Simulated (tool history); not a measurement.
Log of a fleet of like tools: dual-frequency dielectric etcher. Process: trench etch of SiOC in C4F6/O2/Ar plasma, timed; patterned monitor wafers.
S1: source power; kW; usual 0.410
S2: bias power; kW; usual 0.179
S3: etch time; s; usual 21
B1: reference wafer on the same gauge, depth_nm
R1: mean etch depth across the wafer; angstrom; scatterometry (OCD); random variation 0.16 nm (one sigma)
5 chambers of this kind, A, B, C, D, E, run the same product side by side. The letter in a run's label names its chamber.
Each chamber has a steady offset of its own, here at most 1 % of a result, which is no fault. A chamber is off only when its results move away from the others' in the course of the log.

run	hour	S1	S2	S3	B1	R1
1C	5.9	0.410	0.179	21	46.325	434.58
2A	12.2	0.410	0.179	21	46.335	440.88
3B	15.9	0.410	0.179	21	46.300	439.94
4E	23.8	0.410	0.179	21	46.337	438.69
5D	28.3	0.410	0.179	21	46.249	438.54
6C	32.1	0.410	0.179	21	46.284	436.54
7B	36.3	0.410	0.179	21	46.311	441.65
8D	41.8	0.410	0.179	21	46.330	441.00
9A	47.8	0.450	0.179	23	46.274	498.85
10E	54.6	0.450	0.179	23	46.342	493.81
11D	62.7	0.450	0.179	23	46.330	496.42
12C	71.0	0.450	0.179	23	46.293	494.46
13E	77.6	0.450	0.179	23	46.269	493.60
14B	84.7	0.410	0.179	21	46.310	438.17
15A	91.5	0.350	0.214	21	46.294	438.87
16C	95.3	0.350	0.214	21	46.302	435.07
17B	100.1	0.350	0.214	21	46.309	441.55
18E	107.9	0.350	0.214	21	46.310	430.85
19A	114.1	0.350	0.214	21	46.286	441.52
20D	118.2	0.410	0.179	21	46.262	439.26
21B	123.1	0.410	0.179	21	46.313	439.22
22A	128.4	0.410	0.212	15	46.269	331.80
23C	135.9	0.410	0.212	15	46.283	327.04
24E	141.8	0.410	0.212	15	46.332	323.35
25D	145.9	0.410	0.212	15	46.324	332.02
26B	150.4	0.410	0.212	15	46.292	333.10
27A	155.8	0.410	0.179	21	46.315	443.54
28E	161.8	0.410	0.179	21	46.270	427.08
# hour 162.0: chamber A: bias power generator calibrated
29D	167.9	0.410	0.179	21	46.293	436.47
30C	172.3	0.410	0.179	21	46.264	434.02
31E	179.9	0.410	0.179	21	46.302	431.29
32C	186.2	0.410	0.179	21	46.313	431.13
33B	192.8	0.410	0.179	21	46.298	439.07
34A	201.5	0.410	0.179	21	46.323	443.25
35D	209.8	0.410	0.179	21	46.337	440.63
36C	216.3	0.410	0.179	21	46.298	437.38
37A	224.3	0.410	0.179	21	46.297	441.28
38D	228.8	0.410	0.179	21	46.276	441.33
39B	235.0	0.510	0.179	21	46.283	479.91

What goes on in this fleet: one chamber off, a drifting gauge, or nothing beyond the chambers' own small offsets? Name the chamber and the cause, if any.

Chamber E drifts away from the others.
Cause: etch rate under this chamber's usual, % = 2.98.

Here are 4 candidates for chamber E's next run, each the usual settings with a change, their results left as question marks. Which one brings its results back in line with what the others give on the usual settings?
In line means no further than this from the other chambers' mean on the usual settings: R1 5.60 angstrom
40E-1	241.2	0.400	0.179	21		?
40E-2	241.2	0.430	0.186	21		?
40E-3	241.2	0.390	0.172	21		?
40E-4	241.2	0.410	0.184	21		?

The other chambers' mean on the usual settings: R1 438.56 angstrom
run	R1
40E-1	420.86
40E-2	438.31
40E-3	411.42
40E-4	428.73
40E-2 brings the chamber back in line.

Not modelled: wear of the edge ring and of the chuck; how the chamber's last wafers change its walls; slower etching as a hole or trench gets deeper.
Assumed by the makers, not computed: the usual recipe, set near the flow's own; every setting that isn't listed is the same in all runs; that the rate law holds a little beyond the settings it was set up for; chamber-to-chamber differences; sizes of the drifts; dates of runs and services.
